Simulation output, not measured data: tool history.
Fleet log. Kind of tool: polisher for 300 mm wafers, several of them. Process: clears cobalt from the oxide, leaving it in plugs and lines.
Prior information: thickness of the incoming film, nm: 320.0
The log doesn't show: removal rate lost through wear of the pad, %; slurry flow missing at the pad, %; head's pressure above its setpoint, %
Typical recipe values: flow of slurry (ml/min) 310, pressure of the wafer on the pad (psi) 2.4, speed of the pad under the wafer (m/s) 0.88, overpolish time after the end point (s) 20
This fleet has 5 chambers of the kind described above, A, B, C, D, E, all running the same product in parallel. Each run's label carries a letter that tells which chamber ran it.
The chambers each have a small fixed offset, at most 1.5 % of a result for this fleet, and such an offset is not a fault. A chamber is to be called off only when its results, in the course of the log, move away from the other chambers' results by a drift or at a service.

run   hour  flow of slurry (ml/min)  pressure of the wafer on the pad (psi)  speed of the pad under the wafer (m/s)  overpolish time after the end point (s)  wafers polished on this pad  hours since the slurry nozzle was cleaned  hours since the head pressure was calibrated  time until the end point was called (s)  dishing of a wide line in a test structure (angstrom)
 1E   10.5                      310                                     2.4                                    0.88                                       20                          192                                      341.9                                         767.5                                   68.393                                                 444.26
 2A   19.9                      310                                     2.4                                    0.88                                       20                         1024                                      244.6                                         437.9                                   68.524                                                 420.77
      23.2  -- chamber A: worn pad replaced by a new one
 3D   25.9                      310                                     2.4                                    0.88                                       20                          639                                      232.8                                           621                                   67.661                                                 430.03
 4B   35.3                      310                                     2.4                                    0.88                                       20                          411                                      191.8                                         444.4                                   71.233                                                 422.12
      37.3  -- chamber D: worn pad replaced by a new one
 5C   42.5                      310                                     2.4                                    0.88                                       20                          971                                       45.2                                         306.9                                    70.83                                                 426.15
 6E   52.7                      310                                     2.7                                    0.88                                       20                          424                                      384.1                                         809.7                                   61.251                                                 460.05
 7D   60.2                      310                                     2.7                                    0.88                                       20                          126                                      267.1                                         655.3                                   60.194                                                 439.41
 8B   69.9                      310                                     2.7                                    0.88                                       20                          601                                      226.4                                           479                                   61.712                                                  445.5
      75.3  -- chamber B: worn pad replaced by a new one
 9C   80.9                      310                                     2.7                                    0.88                                       20                         1182                                       83.6                                         345.3                                   62.223                                                 440.53
      86.7  -- chamber E: worn pad replaced by a new one
10A   89.1                      310                                     2.7                                    0.88                                       20                          363                                      313.8                                         507.1                                    62.08                                                 433.34
      90.7  -- chamber C: worn pad replaced by a new one
11B   95.5                      310                                     2.4                                    0.88                                       20                          111                                        252                                         504.6                                   69.532                                                 426.58
12A  102.4                      310                                     2.4                                    0.88                                       20                          436                                      327.1                                         520.4                                   68.765                                                 428.98
13C  108.4                      310                                     2.4                                    0.88                                       20                           97                                      111.1                                         372.8                                   69.158                                                 420.27
14E  113.8                      310                                     2.4                                    0.88                                       20                          149                                      445.2                                         870.8                                   69.209                                                 434.74
15D  123.8                      310                                     2.4                                    0.88                                       20                          476                                      330.7                                         718.9                                   67.589                                                 422.62
16C  130.7                      310                                     2.4                                    0.88                                       20                          220                                      133.4                                         395.1                                   71.193                                                 426.22
17A  135.9                      310                                     2.4                                     1.1                                       20                          620                                      360.6                                         553.9                                   54.731                                                  471.7
18D  145.4                      310                                     2.4                                     1.1                                       20                          595                                      352.3                                         740.5                                   52.275                                                 457.19
     147.7  -- chamber A: slurry nozzle cleaned
     149.8  -- chamber D: worn pad replaced by a new one
19E  156.2                      310                                     2.4                                     1.1                                       20                          382                                      487.6                                         913.2                                   54.657                                                 468.96
20B  165.8                      310                                     2.4                                     1.1                                       20                          498                                      322.3                                         574.9                                   55.583                                                 462.72
     168.1  -- chamber B: worn pad replaced by a new one
21C  174.4                      310                                     2.4                                     1.1                                       20                          460                                      177.1                                         438.8                                   57.344                                                 450.42
22A  185.4                      310                                     2.4                                    0.88                                       20                          893                                       37.7                                         603.4                                     70.3                                                 424.99
     187.5  -- chamber B: head pressure recalibrated
23E  191.2                      310                                     2.4                                    0.88                                       20                          575                                      522.6                                         948.2                                   69.424                                                  438.6
     192.3  -- chamber E: head pressure recalibrated
     197.3  -- chamber A: worn pad replaced by a new one
24D  197.7                      310                                     2.4                                    0.88                                       20                          264                                      404.6                                         792.8                                   69.038                                                 419.47
     199.8  -- chamber E: worn pad replaced by a new one
25B  205.4                      310                                     2.4                                    0.88                                       20                          205                                      361.9                                          17.9                                   69.627                                                 432.54
       211  -- chamber D: slurry nozzle cleaned
26A  212.2                      310                                     2.4                                    0.88                                       20                           82                                       64.5                                         630.2                                   68.085                                                 419.44
     212.7  -- chamber B: slurry nozzle cleaned
27B  221.1                      310                                     2.4                                    0.88                                       20                          291                                        8.5                                          33.6                                   70.291                                                 442.28
28D  232.3                      310                                     2.4                                    0.88                                       20                          454                                       21.4                                         827.4                                    67.21                                                  420.7
29C  237.9                      310                                     2.4                                    0.88                                       20                          810                                      240.6                                         502.3                                   70.744                                                  427.8
30E    243                      310                                     2.4                                    0.88                                       20                          238                                      574.4                                          50.8                                    70.29                                                 428.91
31C  249.6                      310                                     2.4                                    0.88                                       20                          875                                      252.3                                           514                                   68.452                                                 423.57
32A  255.6                      310                                     2.4                                    0.88                                       20                          321                                      107.9                                         673.6                                   68.882                                                 429.85

All chambers now run identical settings, listed one chamber a line with results as question marks. What results will each chamber show?
33A   264                      310                                     2.4                                    0.88                                       20                                                                                                                                                              ?                                                      ?
33B   264                      310                                     2.4                                    0.88                                       20                                                                                                                                                              ?                                                      ?
33C   264                      310                                     2.4                                    0.88                                       20                                                                                                                                                              ?                                                      ?
33D   264                      310                                     2.4                                    0.88                                       20                                                                                                                                                              ?                                                      ?
33E   264                      310                                     2.4                                    0.88                                       20                                                                                                                                                              ?                                                      ?

run  time until the end point was called (s)  dishing of a wide line in a test structure (angstrom)
33A                                   68.276                                                 437.01
33B                                   70.468                                                 419.72
33C                                   69.499                                                 427.62
33D                                   67.292                                                  421.6
33E                                    69.01                                                 427.91
